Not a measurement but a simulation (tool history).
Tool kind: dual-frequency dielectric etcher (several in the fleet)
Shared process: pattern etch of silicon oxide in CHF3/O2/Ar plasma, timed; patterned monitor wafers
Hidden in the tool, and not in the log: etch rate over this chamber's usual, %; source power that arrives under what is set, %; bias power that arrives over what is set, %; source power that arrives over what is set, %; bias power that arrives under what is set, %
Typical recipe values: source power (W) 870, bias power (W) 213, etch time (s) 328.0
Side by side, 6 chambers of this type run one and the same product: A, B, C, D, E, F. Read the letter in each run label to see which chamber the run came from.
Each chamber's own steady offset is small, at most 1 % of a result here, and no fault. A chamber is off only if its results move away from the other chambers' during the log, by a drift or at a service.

run	day	source power (W)	bias power (W)	etch time (s)	hours since the last wet clean	hours since the last source power generator calibration	hours since the last bias power generator calibration	read-back reference wafer on the same gauge, depth_nm	mean etch depth across the wafer (angstrom)
1F	0.279	870	213	328.0	341.3	1477.3	1507.2	783.85	7790.6
2D	0.671	870	213	328.0	309.8	1064.4	137.4	783.42	7849.3
3E	1.146	870	213	328.0	370.8	4062.0	2216.4	784.02	7942.3
4C	1.592	870	213	328.0	111.7	171.6	615.3	784.45	7997.2
5A	1.912	870	213	328.0	441.5	207.0	1974.4	784.19	7902.8
6B	2.150	870	213	328.0	213.7	824.6	3409.7	784.13	7858.7
7A	2.596	870	213	328.0	457.9	223.4	1990.8	785.07	7781.7
8C	2.850	870	213	328.0	141.9	201.8	645.5	783.00	7902.6
9F	3.133	870	213	328.0	409.8	1545.8	1575.7	782.92	7853.7
10E	3.362	870	213	328.0	424.0	4115.2	2269.6	782.87	7963.6
11D	3.679	870	213	396.0	382.0	1136.6	209.6	783.71	9555.6
# day 3.933: chamber A: wet clean of the chamber
12B	4.079	870	213	396.0	260.0	870.9	3456.0	784.10	9491.6
13A	4.308	870	213	396.0	9.0	264.5	2031.9	783.75	9524.6
14B	4.600	870	213	396.0	272.5	883.4	3468.5	785.00	9463.7
15F	5.021	870	213	396.0	455.1	1591.1	1621.0	783.82	9448.6
16C	5.358	870	213	396.0	202.1	262.0	705.7	784.34	9587.3
17E	5.608	870	213	328.0	477.9	4169.1	2323.5	783.80	7908.5
18D	6.004	870	213	328.0	437.8	1192.4	265.4	783.53	7904.3
# day 6.012: chamber F: wet clean of the chamber
19B	6.408	870	213	328.0	315.9	926.8	3511.9	784.46	7883.5
20E	6.804	870	213	328.0	506.6	4197.8	2352.2	784.20	7895.6
# day 6.971: chamber F: source power generator calibrated
21A	7.050	870	213	328.0	74.8	330.3	2097.7	784.53	7867.8
22C	7.429	870	213	328.0	251.8	311.7	755.4	784.48	8020.5
23D	7.817	870	213	328.0	481.3	1235.9	308.9	783.42	7878.4
24F	8.283	870	213	328.0	54.5	31.6	1699.3	783.10	8215.9
# day 8.388: chamber E: wet clean of the chamber
25B	8.696	870	213	402.0	370.8	981.7	3566.8	784.22	9590.1
26A	9.062	870	213	402.0	123.1	378.6	2146.0	784.63	9590.1
# day 9.150: chamber D: wet clean of the chamber
27F	9.396	870	213	402.0	81.2	58.3	1726.0	783.68	10039.0
28D	9.800	870	213	402.0	15.6	1283.5	356.5	783.57	9698.3
29C	10.042	870	213	402.0	314.5	374.4	818.1	784.68	9837.1
30E	10.392	870	213	402.0	48.2	4283.9	2438.3	783.99	9718.8
31E	10.646	870	213	328.0	54.3	4290.0	2444.4	785.11	7932.0
# day 10.888: chamber B: bias power generator calibrated
32D	10.900	870	213	328.0	42.0	1309.9	382.9	783.36	7835.4
33F	11.342	760	213	328.0	127.9	105.0	1772.7	783.19	7771.6
34A	11.800	760	213	328.0	188.8	444.3	2211.7	784.66	7467.0
35C	12.254	760	213	328.0	367.6	427.5	871.2	783.92	7582.9
36B	12.733	760	213	328.0	467.7	1078.6	44.3	783.92	7490.9
37B	12.967	760	213	328.0	473.3	1084.2	49.9	784.67	7466.9
38F	13.300	760	213	328.0	174.9	152.0	1819.7	784.49	7755.0
39C	13.688	970	213	375.5	402.0	461.9	905.6	784.33	9517.1
40D	14.038	970	213	375.5	117.3	1385.2	458.2	783.32	9397.5
41A	14.288	970	213	375.5	248.5	504.0	2271.4	784.24	9388.3

Next, every chamber runs the same settings. What will each give?
42A	14.662	1040	213	328.0					?
42B	14.662	1040	213	328.0					?
42C	14.662	1040	213	328.0					?
42D	14.662	1040	213	328.0					?
42E	14.662	1040	213	328.0					?
42F	14.662	1040	213	328.0					?

run	mean etch depth across the wafer (angstrom)
42A	8356.4
42B	8447.3
42C	8533.5
42D	8452.2
42E	8525.2
42F	8764.1
